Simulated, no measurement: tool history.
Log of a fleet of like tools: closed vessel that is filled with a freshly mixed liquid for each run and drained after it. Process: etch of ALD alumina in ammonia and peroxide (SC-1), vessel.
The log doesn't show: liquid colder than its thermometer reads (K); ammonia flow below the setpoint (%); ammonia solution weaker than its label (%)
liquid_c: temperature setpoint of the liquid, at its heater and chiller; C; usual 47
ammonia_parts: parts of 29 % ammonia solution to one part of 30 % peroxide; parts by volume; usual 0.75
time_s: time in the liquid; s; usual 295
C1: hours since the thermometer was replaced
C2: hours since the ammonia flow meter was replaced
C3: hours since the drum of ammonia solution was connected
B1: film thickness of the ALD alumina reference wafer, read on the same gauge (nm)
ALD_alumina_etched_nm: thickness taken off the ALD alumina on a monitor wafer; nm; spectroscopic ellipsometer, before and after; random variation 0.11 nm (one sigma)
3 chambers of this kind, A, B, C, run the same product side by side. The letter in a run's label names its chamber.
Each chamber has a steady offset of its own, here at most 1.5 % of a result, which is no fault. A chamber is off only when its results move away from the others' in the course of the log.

run 1C hour=5.9 | liquid_c=47 ammonia_parts=0.75 time_s=295 | C1=120.2 C2=1244.9 C3=385.6 | B1=39.996 | ALD_alumina_etched_nm=15.839
run 2B hour=15 | liquid_c=47 ammonia_parts=0.75 time_s=295 | C1=877.8 C2=1222.2 C3=379.6 | B1=40.023 | ALD_alumina_etched_nm=15.659
run 3A hour=22 | liquid_c=47 ammonia_parts=0.75 time_s=295 | C1=127.6 C2=68.8 C3=45.7 | B1=39.989 | ALD_alumina_etched_nm=15.802
run 4A hour=29.6 | liquid_c=47 ammonia_parts=0.75 time_s=295 | C1=135.2 C2=76.4 C3=53.3 | B1=39.976 | ALD_alumina_etched_nm=15.689
run 5C hour=37.6 | liquid_c=47 ammonia_parts=0.75 time_s=295 | C1=151.9 C2=1276.6 C3=417.3 | B1=39.998 | ALD_alumina_etched_nm=15.857
run 6B hour=46.5 | liquid_c=47 ammonia_parts=0.5 time_s=135 | C1=909.3 C2=1253.7 C3=411.1 | B1=39.978 | ALD_alumina_etched_nm=6.8951
run 7C hour=52 | liquid_c=47 ammonia_parts=0.5 time_s=135 | C1=166.3 C2=1291 C3=431.7 | B1=40.028 | ALD_alumina_etched_nm=6.9183
run 8B hour=58.9 | liquid_c=47 ammonia_parts=0.5 time_s=135 | C1=921.7 C2=1266.1 C3=423.5 | B1=39.998 | ALD_alumina_etched_nm=6.9628
run 9A hour=66.1 | liquid_c=47 ammonia_parts=0.75 time_s=295 | C1=171.7 C2=112.9 C3=89.8 | B1=40.046 | ALD_alumina_etched_nm=15.817
run 10B hour=73.1 | liquid_c=47 ammonia_parts=0.75 time_s=295 | C1=935.9 C2=1280.3 C3=437.7 | B1=40.033 | ALD_alumina_etched_nm=15.597
run 11C hour=79.6 | liquid_c=47 ammonia_parts=0.75 time_s=295 | C1=193.9 C2=1318.6 C3=459.3 | B1=40.004 | ALD_alumina_etched_nm=15.849
run 12A hour=88.8 | liquid_c=47 ammonia_parts=0.75 time_s=295 | C1=194.4 C2=135.6 C3=112.5 | B1=39.997 | ALD_alumina_etched_nm=15.811
-- hour=88.9 chamber C: new drum of ammonia solution connected
run 13B hour=96.9 | liquid_c=47 ammonia_parts=0.75 time_s=295 | C1=959.7 C2=1304.1 C3=461.5 | B1=40.028 | ALD_alumina_etched_nm=15.723
run 14A hour=102.3 | liquid_c=47 ammonia_parts=0.75 time_s=295 | C1=207.9 C2=149.1 C3=126 | B1=39.983 | ALD_alumina_etched_nm=15.882
run 15C hour=111.6 | liquid_c=47 ammonia_parts=0.75 time_s=295 | C1=225.9 C2=1350.6 C3=22.7 | B1=40.009 | ALD_alumina_etched_nm=15.739
run 16A hour=116.7 | liquid_c=47 ammonia_parts=0.75 time_s=295 | C1=222.3 C2=163.5 C3=140.4 | B1=39.997 | ALD_alumina_etched_nm=15.8
run 17B hour=124.9 | liquid_c=47 ammonia_parts=0.75 time_s=295 | C1=987.7 C2=1332.1 C3=489.5 | B1=40.033 | ALD_alumina_etched_nm=15.479
run 18C hour=130.5 | liquid_c=47 ammonia_parts=0.75 time_s=295 | C1=244.8 C2=1369.5 C3=41.6 | B1=40.006 | ALD_alumina_etched_nm=15.912
run 19A hour=138.6 | liquid_c=47 ammonia_parts=0.75 time_s=295 | C1=244.2 C2=185.4 C3=162.3 | B1=39.987 | ALD_alumina_etched_nm=15.54
-- hour=142.4 chamber C: ammonia flow meter replaced
run 20C hour=143.7 | liquid_c=47 ammonia_parts=0.75 time_s=295 | C1=258 C2=1.3 C3=54.8 | B1=40.006 | ALD_alumina_etched_nm=15.943
-- hour=148.1 chamber B: thermometer replaced
run 21B hour=148.4 | liquid_c=47 ammonia_parts=0.75 time_s=295 | C1=0.3 C2=1355.6 C3=513 | B1=39.993 | ALD_alumina_etched_nm=15.705
run 22B hour=156.5 | liquid_c=47 ammonia_parts=0.75 time_s=295 | C1=8.4 C2=1363.7 C3=521.1 | B1=39.998 | ALD_alumina_etched_nm=15.7
run 23A hour=165.1 | liquid_c=47 ammonia_parts=0.75 time_s=295 | C1=270.7 C2=211.9 C3=188.8 | B1=40.004 | ALD_alumina_etched_nm=15.267
run 24C hour=170.8 | liquid_c=47 ammonia_parts=0.75 time_s=295 | C1=285.1 C2=28.4 C3=81.9 | B1=40.014 | ALD_alumina_etched_nm=15.93
-- hour=175.8 chamber B: new drum of ammonia solution connected
run 25A hour=179.5 | liquid_c=47 ammonia_parts=0.75 time_s=295 | C1=285.1 C2=226.3 C3=203.2 | B1=39.992 | ALD_alumina_etched_nm=15.423
run 26B hour=188 | liquid_c=47 ammonia_parts=0.75 time_s=295 | C1=39.9 C2=1395.2 C3=12.3 | B1=39.999 | ALD_alumina_etched_nm=15.86
run 27C hour=193.3 | liquid_c=47 ammonia_parts=0.75 time_s=295 | C1=307.6 C2=50.9 C3=104.4 | B1=39.992 | ALD_alumina_etched_nm=15.895
run 28A hour=200 | liquid_c=42.5 ammonia_parts=0.75 time_s=295 | C1=305.6 C2=246.8 C3=223.7 | B1=39.961 | ALD_alumina_etched_nm=11.652
run 29C hour=209.5 | liquid_c=42.5 ammonia_parts=0.75 time_s=295 | C1=323.8 C2=67.1 C3=120.6 | B1=40.009 | ALD_alumina_etched_nm=12.362
run 30B hour=214.3 | liquid_c=42.5 ammonia_parts=0.75 time_s=295 | C1=66.2 C2=1421.5 C3=38.6 | B1=40.009 | ALD_alumina_etched_nm=12.288
run 31B hour=222.8 | liquid_c=47 ammonia_parts=0.75 time_s=295 | C1=74.7 C2=1430 C3=47.1 | B1=40.002 | ALD_alumina_etched_nm=15.858
run 32C hour=230.8 | liquid_c=47 ammonia_parts=0.75 time_s=295 | C1=345.1 C2=88.4 C3=141.9 | B1=39.994 | ALD_alumina_etched_nm=15.845
run 33A hour=236.8 | liquid_c=47 ammonia_parts=0.75 time_s=295 | C1=342.4 C2=283.6 C3=260.5 | B1=39.995 | ALD_alumina_etched_nm=15.163
run 34A hour=243.5 | liquid_c=47 ammonia_parts=0.75 time_s=295 | C1=349.1 C2=290.3 C3=267.2 | B1=39.976 | ALD_alumina_etched_nm=14.99
run 35C hour=251.8 | liquid_c=44 ammonia_parts=0.5 time_s=295 | C1=366.1 C2=109.4 C3=162.9 | B1=39.986 | ALD_alumina_etched_nm=12.976
run 36B hour=259.6 | liquid_c=44 ammonia_parts=0.5 time_s=295 | C1=111.5 C2=1466.8 C3=83.9 | B1=40.032 | ALD_alumina_etched_nm=12.735
run 37B hour=267.4 | liquid_c=44 ammonia_parts=0.5 time_s=295 | C1=119.3 C2=1474.6 C3=91.7 | B1=40.016 | ALD_alumina_etched_nm=12.642
run 38A hour=272.2 | liquid_c=47 ammonia_parts=0.75 time_s=295 | C1=377.8 C2=319 C3=295.9 | B1=40.033 | ALD_alumina_etched_nm=14.855
run 39C hour=280.2 | liquid_c=47 ammonia_parts=0.75 time_s=295 | C1=394.5 C2=137.8 C3=191.3 | B1=39.99 | ALD_alumina_etched_nm=16.047
run 40B hour=286 | liquid_c=47 ammonia_parts=0.75 time_s=295 | C1=137.9 C2=1493.2 C3=110.3 | B1=39.998 | ALD_alumina_etched_nm=15.775
run 41A hour=291 | liquid_c=47 ammonia_parts=0.75 time_s=295 | C1=396.6 C2=337.8 C3=314.7 | B1=39.998 | ALD_alumina_etched_nm=14.617
run 42C hour=296.2 | liquid_c=47 ammonia_parts=0.75 time_s=295 | C1=410.5 C2=153.8 C3=207.3 | B1=39.977 | ALD_alumina_etched_nm=15.784
run 43A hour=300.5 | liquid_c=47 ammonia_parts=0.75 time_s=295 | C1=406.1 C2=347.3 C3=324.2 | B1=40.019 | ALD_alumina_etched_nm=14.821

Next, every chamber runs the same settings. What will each give?
run 44A hour=307.4 | liquid_c=47 ammonia_parts=0.75 time_s=295 | ALD_alumina_etched_nm=?
run 44B hour=307.4 | liquid_c=47 ammonia_parts=0.75 time_s=295 | ALD_alumina_etched_nm=?
run 44C hour=307.4 | liquid_c=47 ammonia_parts=0.75 time_s=295 | ALD_alumina_etched_nm=?

run=44A ALD_alumina_etched_nm=14.765
run=44B ALD_alumina_etched_nm=15.856
run=44C ALD_alumina_etched_nm=15.844

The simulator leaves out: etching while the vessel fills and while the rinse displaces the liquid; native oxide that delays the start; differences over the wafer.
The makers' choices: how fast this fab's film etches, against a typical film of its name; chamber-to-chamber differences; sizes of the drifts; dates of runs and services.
